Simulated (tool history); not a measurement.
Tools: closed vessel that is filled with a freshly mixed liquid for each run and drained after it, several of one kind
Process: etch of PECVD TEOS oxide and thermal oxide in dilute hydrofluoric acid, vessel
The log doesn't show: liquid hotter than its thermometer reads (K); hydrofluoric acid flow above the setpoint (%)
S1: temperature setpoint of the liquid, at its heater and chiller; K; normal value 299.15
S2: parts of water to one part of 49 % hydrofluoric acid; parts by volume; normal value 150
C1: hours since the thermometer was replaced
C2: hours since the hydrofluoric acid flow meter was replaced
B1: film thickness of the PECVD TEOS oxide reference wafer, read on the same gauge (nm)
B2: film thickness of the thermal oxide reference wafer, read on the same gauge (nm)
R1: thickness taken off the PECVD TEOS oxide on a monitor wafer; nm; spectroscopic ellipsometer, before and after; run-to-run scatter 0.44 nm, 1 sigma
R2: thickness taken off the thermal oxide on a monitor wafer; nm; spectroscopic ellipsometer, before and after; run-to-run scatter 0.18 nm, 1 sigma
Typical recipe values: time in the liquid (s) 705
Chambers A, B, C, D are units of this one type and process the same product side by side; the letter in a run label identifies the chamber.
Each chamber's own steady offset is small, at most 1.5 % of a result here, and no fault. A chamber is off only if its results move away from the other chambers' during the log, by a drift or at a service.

run 1D hour=3.5 | S1=299.15 S2=150 time_in_the_liquid_(s)=705 | C1=1028 C2=1178.7 | B1=60.02 B2=40.01 | R1=56.654 R2=23.884
run 2C hour=5.6 | S1=299.15 S2=150 time_in_the_liquid_(s)=705 | C1=1760 C2=903.9 | B1=60.03 B2=40.037 | R1=57.854 R2=23.459
run 3B hour=8.2 | S1=299.15 S2=150 time_in_the_liquid_(s)=705 | C1=379.8 C2=690.5 | B1=59.982 B2=39.978 | R1=56.154 R2=23.68
run 4A hour=10.6 | S1=299.15 S2=150 time_in_the_liquid_(s)=705 | C1=400 C2=265.1 | B1=60.003 B2=40.021 | R1=55.592 R2=23.593
run 5C hour=14.6 | S1=299.15 S2=150 time_in_the_liquid_(s)=705 | C1=1769 C2=912.9 | B1=59.969 B2=40.018 | R1=57.739 R2=23.454
run 6B hour=19 | S1=299.15 S2=150 time_in_the_liquid_(s)=705 | C1=390.6 C2=701.3 | B1=59.987 B2=40.008 | R1=56.423 R2=23.715
run 7D hour=22.1 | S1=299.15 S2=150 time_in_the_liquid_(s)=705 | C1=1046.6 C2=1197.3 | B1=59.997 B2=39.946 | R1=57.555 R2=24.19
run 8A hour=25.2 | S1=299.15 S2=150 time_in_the_liquid_(s)=705 | C1=414.6 C2=279.7 | B1=59.992 B2=40.007 | R1=56.58 R2=23.758
run 9D hour=29.3 | S1=299.15 S2=150 time_in_the_liquid_(s)=705 | C1=1053.8 C2=1204.5 | B1=59.982 B2=40.01 | R1=58.479 R2=24.659
run 10A hour=31.9 | S1=299.15 S2=185 time_in_the_liquid_(s)=705 | C1=421.3 C2=286.4 | B1=59.978 B2=39.984 | R1=43.632 R2=18.528
run 11B hour=35.3 | S1=299.15 S2=185 time_in_the_liquid_(s)=705 | C1=406.9 C2=717.6 | B1=60.013 B2=40.025 | R1=44.165 R2=18.396
-- hour=37.3 chamber C: thermometer replaced
run 12C hour=37.8 | S1=299.15 S2=185 time_in_the_liquid_(s)=705 | C1=0.6 C2=936.1 | B1=59.957 B2=39.994 | R1=45.19 R2=18.423
run 13C hour=40.7 | S1=299.15 S2=185 time_in_the_liquid_(s)=705 | C1=3.5 C2=939 | B1=60.003 B2=39.971 | R1=44.942 R2=18.484
run 14D hour=44.2 | S1=299.15 S2=210 time_in_the_liquid_(s)=485 | C1=1068.7 C2=1219.4 | B1=60.015 B2=40.014 | R1=27.181 R2=11.379
run 15A hour=47 | S1=299.15 S2=210 time_in_the_liquid_(s)=485 | C1=436.4 C2=301.5 | B1=60.006 B2=40.053 | R1=25.889 R2=10.841
run 16B hour=48.9 | S1=299.15 S2=210 time_in_the_liquid_(s)=485 | C1=420.5 C2=731.2 | B1=60.007 B2=40.046 | R1=25.927 R2=10.721
run 17D hour=52 | S1=299.15 S2=210 time_in_the_liquid_(s)=485 | C1=1076.5 C2=1227.2 | B1=60.009 B2=39.963 | R1=27.38 R2=11.482
run 18A hour=54 | S1=299.15 S2=150 time_in_the_liquid_(s)=705 | C1=443.4 C2=308.5 | B1=60.005 B2=39.982 | R1=56.49 R2=23.667
run 19C hour=57 | S1=299.15 S2=150 time_in_the_liquid_(s)=705 | C1=19.8 C2=955.3 | B1=60.007 B2=40 | R1=57.339 R2=23.792
run 20B hour=59.2 | S1=299.15 S2=150 time_in_the_liquid_(s)=705 | C1=430.8 C2=741.5 | B1=60.006 B2=40.003 | R1=56.974 R2=23.569
run 21C hour=61.2 | S1=299.15 S2=150 time_in_the_liquid_(s)=705 | C1=24 C2=959.5 | B1=59.985 B2=39.987 | R1=57.787 R2=23.516
run 22D hour=65.5 | S1=299.15 S2=150 time_in_the_liquid_(s)=705 | C1=1090 C2=1240.7 | B1=60.013 B2=40.03 | R1=60.707 R2=25.35
run 23A hour=68.7 | S1=299.15 S2=150 time_in_the_liquid_(s)=705 | C1=458.1 C2=323.2 | B1=60.004 B2=39.996 | R1=56.592 R2=23.379
run 24B hour=72.8 | S1=299.15 S2=150 time_in_the_liquid_(s)=705 | C1=444.4 C2=755.1 | B1=59.973 B2=39.992 | R1=56.771 R2=23.921

What goes on in this fleet: one chamber off, a drifting gauge, or nothing beyond the chambers' own small offsets? Name the chamber and the cause, if any.

One chamber, D, drifts off from the rest bit by bit.
Cause: liquid hotter than its thermometer reads (K) = 2.19.
It could be hard to tell apart here from: hydrofluoric acid flow above the setpoint (%).

Chamber D could run next with any of the 4 candidate recipes listed below; each alters the usual settings, and their results appear as question marks. Which one brings its results back in line with what the other chambers deliver on the usual settings?
Allowed miss from the other chambers' usual-settings mean, per result, to count as in line: R1 1.5 nm; R2 0.62 nm
run 25D-1 hour=75.9 | S1=299.15 S2=145 time_in_the_liquid_(s)=735 | R1=? R2=?
run 25D-2 hour=75.9 | S1=299.15 S2=160 time_in_the_liquid_(s)=660 | R1=? R2=?
run 25D-3 hour=75.9 | S1=299.15 S2=155 time_in_the_liquid_(s)=675 | R1=? R2=?
run 25D-4 hour=75.9 | S1=299.15 S2=140 time_in_the_liquid_(s)=750 | R1=? R2=?

Other chambers, usual settings, mean: R1 56.831 nm; R2 23.677 nm
run=25D-1 R1=66.544 R2=27.974
run=25D-2 R1=53.227 R2=22.376
run=25D-3 R1=56.518 R2=23.76
run=25D-4 R1=70.731 R2=29.735
25D-3 is the one that brings the chamber's results back in line with the other chambers.
